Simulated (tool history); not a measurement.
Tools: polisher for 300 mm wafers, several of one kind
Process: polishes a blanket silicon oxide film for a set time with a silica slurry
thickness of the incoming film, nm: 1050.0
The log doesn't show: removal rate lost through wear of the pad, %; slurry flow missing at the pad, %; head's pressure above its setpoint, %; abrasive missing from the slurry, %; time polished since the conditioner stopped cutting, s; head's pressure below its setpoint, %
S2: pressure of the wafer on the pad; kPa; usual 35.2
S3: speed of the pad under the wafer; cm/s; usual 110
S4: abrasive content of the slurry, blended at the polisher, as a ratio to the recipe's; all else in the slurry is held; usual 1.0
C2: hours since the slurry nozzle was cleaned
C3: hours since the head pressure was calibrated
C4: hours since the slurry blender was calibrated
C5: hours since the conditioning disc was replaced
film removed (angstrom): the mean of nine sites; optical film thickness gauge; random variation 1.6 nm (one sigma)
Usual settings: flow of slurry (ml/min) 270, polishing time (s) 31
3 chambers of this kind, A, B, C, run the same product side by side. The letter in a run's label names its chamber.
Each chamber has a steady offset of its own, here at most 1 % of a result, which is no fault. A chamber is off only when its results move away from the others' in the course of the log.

{"run": "1B", "day": 0.217, "flow of slurry (ml/min)": 270, "S2": 35.2, "S3": 110, "S4": 1.0, "polishing time (s)": 31, "wafers polished on this pad": 183, "C2": 181.6, "C3": 19.2, "C4": 211.6, "C5": 104.0, "film removed (angstrom)": 1026.9}
{"day": 0.338, "done": "chamber C: worn pad replaced by a new one"}
{"run": "2C", "day": 0.617, "flow of slurry (ml/min)": 270, "S2": 35.2, "S3": 110, "S4": 1.0, "polishing time (s)": 31, "wafers polished on this pad": 89, "C2": 145.8, "C3": 760.3, "C4": 100.6, "C5": 269.3, "film removed (angstrom)": 1048.4}
{"day": 0.646, "done": "chamber A: worn pad replaced by a new one"}
{"day": 0.683, "done": "chamber B: slurry blender recalibrated"}
{"run": "3A", "day": 0.862, "flow of slurry (ml/min)": 270, "S2": 35.2, "S3": 110, "S4": 1.0, "polishing time (s)": 31, "wafers polished on this pad": 70, "C2": 286.2, "C3": 593.0, "C4": 200.3, "C5": 82.6, "film removed (angstrom)": 1026.1}
{"run": "4A", "day": 1.246, "flow of slurry (ml/min)": 270, "S2": 35.2, "S3": 110, "S4": 1.0, "polishing time (s)": 31, "wafers polished on this pad": 193, "C2": 295.4, "C3": 602.2, "C4": 209.5, "C5": 91.8, "film removed (angstrom)": 1047.5}
{"day": 1.508, "done": "chamber B: conditioning disc replaced and pad reconditioned"}
{"run": "5C", "day": 1.704, "flow of slurry (ml/min)": 270, "S2": 35.2, "S3": 110, "S4": 1.0, "polishing time (s)": 31, "wafers polished on this pad": 437, "C2": 171.9, "C3": 786.4, "C4": 126.7, "C5": 295.4, "film removed (angstrom)": 1048.5}
{"run": "6B", "day": 2.1, "flow of slurry (ml/min)": 270, "S2": 35.2, "S3": 110, "S4": 1.0, "polishing time (s)": 31, "wafers polished on this pad": 786, "C2": 226.8, "C3": 64.4, "C4": 34.1, "C5": 14.2, "film removed (angstrom)": 1066.4}
{"run": "7C", "day": 2.504, "flow of slurry (ml/min)": 270, "S2": 35.2, "S3": 110, "S4": 1.0, "polishing time (s)": 31, "wafers polished on this pad": 693, "C2": 191.1, "C3": 805.6, "C4": 145.9, "C5": 314.6, "film removed (angstrom)": 1057.6}
{"day": 2.588, "done": "chamber B: worn pad replaced by a new one"}
{"day": 2.604, "done": "chamber A: slurry blender recalibrated"}
{"run": "8B", "day": 2.733, "flow of slurry (ml/min)": 270, "S2": 35.2, "S3": 110, "S4": 1.0, "polishing time (s)": 31, "wafers polished on this pad": 47, "C2": 242.0, "C3": 79.6, "C4": 49.3, "C5": 29.4, "film removed (angstrom)": 1038.4}
{"day": 2.933, "done": "chamber A: worn pad replaced by a new one"}
{"run": "9A", "day": 2.992, "flow of slurry (ml/min)": 270, "S2": 35.2, "S3": 110, "S4": 1.0, "polishing time (s)": 31, "wafers polished on this pad": 19, "C2": 337.3, "C3": 644.1, "C4": 9.4, "C5": 133.7, "film removed (angstrom)": 1057.0}
{"run": "10C", "day": 3.417, "flow of slurry (ml/min)": 270, "S2": 23.4, "S3": 110, "S4": 1.0, "polishing time (s)": 25, "wafers polished on this pad": 985, "C2": 213.0, "C3": 827.5, "C4": 167.8, "C5": 336.5, "film removed (angstrom)": 559.02}
{"day": 3.433, "done": "chamber C: worn pad replaced by a new one"}
{"run": "11B", "day": 3.796, "flow of slurry (ml/min)": 270, "S2": 23.4, "S3": 110, "S4": 1.0, "polishing time (s)": 25, "wafers polished on this pad": 387, "C2": 267.5, "C3": 105.1, "C4": 74.8, "C5": 54.9, "film removed (angstrom)": 555.9}
{"run": "12A", "day": 4.167, "flow of slurry (ml/min)": 270, "S2": 23.4, "S3": 110, "S4": 1.0, "polishing time (s)": 25, "wafers polished on this pad": 395, "C2": 365.5, "C3": 672.3, "C4": 37.6, "C5": 161.9, "film removed (angstrom)": 550.39}
{"run": "13B", "day": 4.404, "flow of slurry (ml/min)": 270, "S2": 35.2, "S3": 110, "S4": 1.0, "polishing time (s)": 31, "wafers polished on this pad": 582, "C2": 282.1, "C3": 119.7, "C4": 89.4, "C5": 69.5, "film removed (angstrom)": 1046.9}
{"run": "14C", "day": 4.688, "flow of slurry (ml/min)": 270, "S2": 35.2, "S3": 142, "S4": 1.0, "polishing time (s)": 41, "wafers polished on this pad": 402, "C2": 243.5, "C3": 858.0, "C4": 198.3, "C5": 367.0, "film removed (angstrom)": 1654.8}
{"run": "15A", "day": 5.008, "flow of slurry (ml/min)": 270, "S2": 35.2, "S3": 142, "S4": 1.0, "polishing time (s)": 41, "wafers polished on this pad": 664, "C2": 385.7, "C3": 692.5, "C4": 57.8, "C5": 182.1, "film removed (angstrom)": 1691.8}
{"run": "16C", "day": 5.367, "flow of slurry (ml/min)": 270, "S2": 35.2, "S3": 142, "S4": 1.0, "polishing time (s)": 41, "wafers polished on this pad": 619, "C2": 259.8, "C3": 874.3, "C4": 214.6, "C5": 383.3, "film removed (angstrom)": 1719.5}
{"day": 5.375, "done": "chamber B: worn pad replaced by a new one"}
{"day": 5.458, "done": "chamber A: worn pad replaced by a new one"}
{"run": "17B", "day": 5.688, "flow of slurry (ml/min)": 270, "S2": 35.2, "S3": 110, "S4": 1.0, "polishing time (s)": 31, "wafers polished on this pad": 100, "C2": 312.9, "C3": 150.5, "C4": 120.2, "C5": 100.3, "film removed (angstrom)": 1068.1}
{"day": 5.717, "done": "chamber C: conditioning disc replaced and pad reconditioned"}
{"run": "18A", "day": 6.058, "flow of slurry (ml/min)": 270, "S2": 35.2, "S3": 110, "S4": 1.0, "polishing time (s)": 31, "wafers polished on this pad": 192, "C2": 410.9, "C3": 717.7, "C4": 83.0, "C5": 207.3, "film removed (angstrom)": 1045.9}
{"day": 6.225, "done": "chamber A: conditioning disc replaced and pad reconditioned"}
{"day": 6.246, "done": "chamber C: worn pad replaced by a new one"}
{"run": "19C", "day": 6.271, "flow of slurry (ml/min)": 270, "S2": 35.2, "S3": 110, "S4": 1.0, "polishing time (s)": 31, "wafers polished on this pad": 8, "C2": 281.5, "C3": 896.0, "C4": 236.3, "C5": 13.3, "film removed (angstrom)": 1024.6}
{"run": "20A", "day": 6.621, "flow of slurry (ml/min)": 270, "S2": 35.2, "S3": 110, "S4": 1.0, "polishing time (s)": 31, "wafers polished on this pad": 372, "C2": 424.4, "C3": 731.2, "C4": 96.5, "C5": 9.5, "film removed (angstrom)": 1050.8}
{"run": "21B", "day": 6.983, "flow of slurry (ml/min)": 270, "S2": 35.2, "S3": 110, "S4": 1.0, "polishing time (s)": 31, "wafers polished on this pad": 515, "C2": 344.0, "C3": 181.6, "C4": 151.3, "C5": 131.4, "film removed (angstrom)": 1058.7}
{"run": "22C", "day": 7.442, "flow of slurry (ml/min)": 270, "S2": 35.2, "S3": 110, "S4": 1.0, "polishing time (s)": 31, "wafers polished on this pad": 383, "C2": 309.6, "C3": 924.1, "C4": 264.4, "C5": 41.4, "film removed (angstrom)": 998.43}
{"run": "23B", "day": 7.825, "flow of slurry (ml/min)": 270, "S2": 35.2, "S3": 110, "S4": 1.0, "polishing time (s)": 31, "wafers polished on this pad": 784, "C2": 364.2, "C3": 201.8, "C4": 171.5, "C5": 151.6, "film removed (angstrom)": 1039.3}
{"day": 7.867, "done": "chamber A: worn pad replaced by a new one"}
{"day": 7.967, "done": "chamber B: worn pad replaced by a new one"}
{"run": "24A", "day": 8.288, "flow of slurry (ml/min)": 270, "S2": 35.2, "S3": 110, "S4": 1.0, "polishing time (s)": 31, "wafers polished on this pad": 134, "C2": 464.4, "C3": 771.2, "C4": 136.5, "C5": 49.5, "film removed (angstrom)": 1025.7}
{"day": 8.317, "done": "chamber B: conditioning disc replaced and pad reconditioned"}
{"run": "25C", "day": 8.604, "flow of slurry (ml/min)": 270, "S2": 35.2, "S3": 110, "S4": 1.0, "polishing time (s)": 31, "wafers polished on this pad": 754, "C2": 337.5, "C3": 952.0, "C4": 292.3, "C5": 69.3, "film removed (angstrom)": 968.08}
{"day": 8.917, "done": "chamber C: worn pad replaced by a new one"}
{"run": "26B", "day": 8.938, "flow of slurry (ml/min)": 270, "S2": 35.2, "S3": 110, "S4": 1.0, "polishing time (s)": 31, "wafers polished on this pad": 310, "C2": 390.9, "C3": 228.5, "C4": 198.2, "C5": 15.0, "film removed (angstrom)": 1071.5}
{"run": "27A", "day": 9.275, "flow of slurry (ml/min)": 360, "S2": 35.2, "S3": 110, "S4": 1.0, "polishing time (s)": 35, "wafers polished on this pad": 450, "C2": 488.1, "C3": 794.9, "C4": 160.2, "C5": 73.2, "film removed (angstrom)": 1188.1}
{"run": "28A", "day": 9.496, "flow of slurry (ml/min)": 360, "S2": 35.2, "S3": 110, "S4": 1.0, "polishing time (s)": 35, "wafers polished on this pad": 521, "C2": 493.4, "C3": 800.2, "C4": 165.5, "C5": 78.5, "film removed (angstrom)": 1226.9}
{"run": "29C", "day": 9.733, "flow of slurry (ml/min)": 360, "S2": 35.2, "S3": 110, "S4": 1.0, "polishing time (s)": 35, "wafers polished on this pad": 262, "C2": 364.6, "C3": 979.1, "C4": 319.4, "C5": 96.4, "film removed (angstrom)": 1098.4}
{"run": "30B", "day": 10.042, "flow of slurry (ml/min)": 270, "S2": 35.2, "S3": 110, "S4": 1.0, "polishing time (s)": 31, "wafers polished on this pad": 664, "C2": 417.4, "C3": 255.0, "C4": 224.7, "C5": 41.5, "film removed (angstrom)": 1032.0}
{"day": 10.388, "done": "chamber A: worn pad replaced by a new one"}
{"run": "31C", "day": 10.496, "flow of slurry (ml/min)": 270, "S2": 35.2, "S3": 110, "S4": 1.0, "polishing time (s)": 31, "wafers polished on this pad": 506, "C2": 382.9, "C3": 997.4, "C4": 337.7, "C5": 114.7, "film removed (angstrom)": 903.11}
{"day": 10.654, "done": "chamber B: slurry blender recalibrated"}
{"day": 10.792, "done": "chamber B: worn pad replaced by a new one"}
{"run": "32B", "day": 10.879, "flow of slurry (ml/min)": 220, "S2": 35.2, "S3": 110, "S4": 1.0, "polishing time (s)": 31, "wafers polished on this pad": 29, "C2": 437.5, "C3": 275.1, "C4": 5.4, "C5": 61.6, "film removed (angstrom)": 1040.3}
{"run": "33A", "day": 11.25, "flow of slurry (ml/min)": 220, "S2": 35.2, "S3": 110, "S4": 1.0, "polishing time (s)": 31, "wafers polished on this pad": 275, "C2": 535.5, "C3": 842.3, "C4": 207.6, "C5": 120.6, "film removed (angstrom)": 1042.3}
{"run": "34C", "day": 11.554, "flow of slurry (ml/min)": 220, "S2": 35.2, "S3": 110, "S4": 1.0, "polishing time (s)": 31, "wafers polished on this pad": 844, "C2": 408.3, "C3": 1022.8, "C4": 363.1, "C5": 140.1, "film removed (angstrom)": 852.51}
{"run": "35B", "day": 11.979, "flow of slurry (ml/min)": 270, "S2": 35.2, "S3": 110, "S4": 1.0, "polishing time (s)": 31, "wafers polished on this pad": 381, "C2": 463.9, "C3": 301.5, "C4": 31.8, "C5": 88.0, "film removed (angstrom)": 1043.6}
{"run": "36A", "day": 12.467, "flow of slurry (ml/min)": 270, "S2": 35.2, "S3": 110, "S4": 1.0, "polishing time (s)": 31, "wafers polished on this pad": 664, "C2": 564.7, "C3": 871.5, "C4": 236.8, "C5": 149.8, "film removed (angstrom)": 1038.1}
{"run": "37A", "day": 12.746, "flow of slurry (ml/min)": 270, "S2": 35.2, "S3": 110, "S4": 1.0, "polishing time (s)": 31, "wafers polished on this pad": 754, "C2": 571.4, "C3": 878.2, "C4": 243.5, "C5": 156.5, "film removed (angstrom)": 1073.6}
{"day": 13.038, "done": "chamber B: worn pad replaced by a new one"}
{"run": "38B", "day": 13.071, "flow of slurry (ml/min)": 270, "S2": 35.2, "S3": 134, "S4": 1.0, "polishing time (s)": 31, "wafers polished on this pad": 11, "C2": 490.1, "C3": 327.7, "C4": 58.0, "C5": 114.2, "film removed (angstrom)": 1219.0}

All 3 chambers run these settings next. Forecast each chamber's results:
{"run": "39A", "day": 13.425, "flow of slurry (ml/min)": 270, "S2": 35.2, "S3": 110, "S4": 1.1, "polishing time (s)": 31, "film removed (angstrom)": "?"}
{"run": "39B", "day": 13.425, "flow of slurry (ml/min)": 270, "S2": 35.2, "S3": 110, "S4": 1.1, "polishing time (s)": 31, "film removed (angstrom)": "?"}
{"run": "39C", "day": 13.425, "flow of slurry (ml/min)": 270, "S2": 35.2, "S3": 110, "S4": 1.1, "polishing time (s)": 31, "film removed (angstrom)": "?"}

run=39A film_removed_(angstrom)=1098.80
run=39B film_removed_(angstrom)=1097.30
run=39C film_removed_(angstrom)=898.85
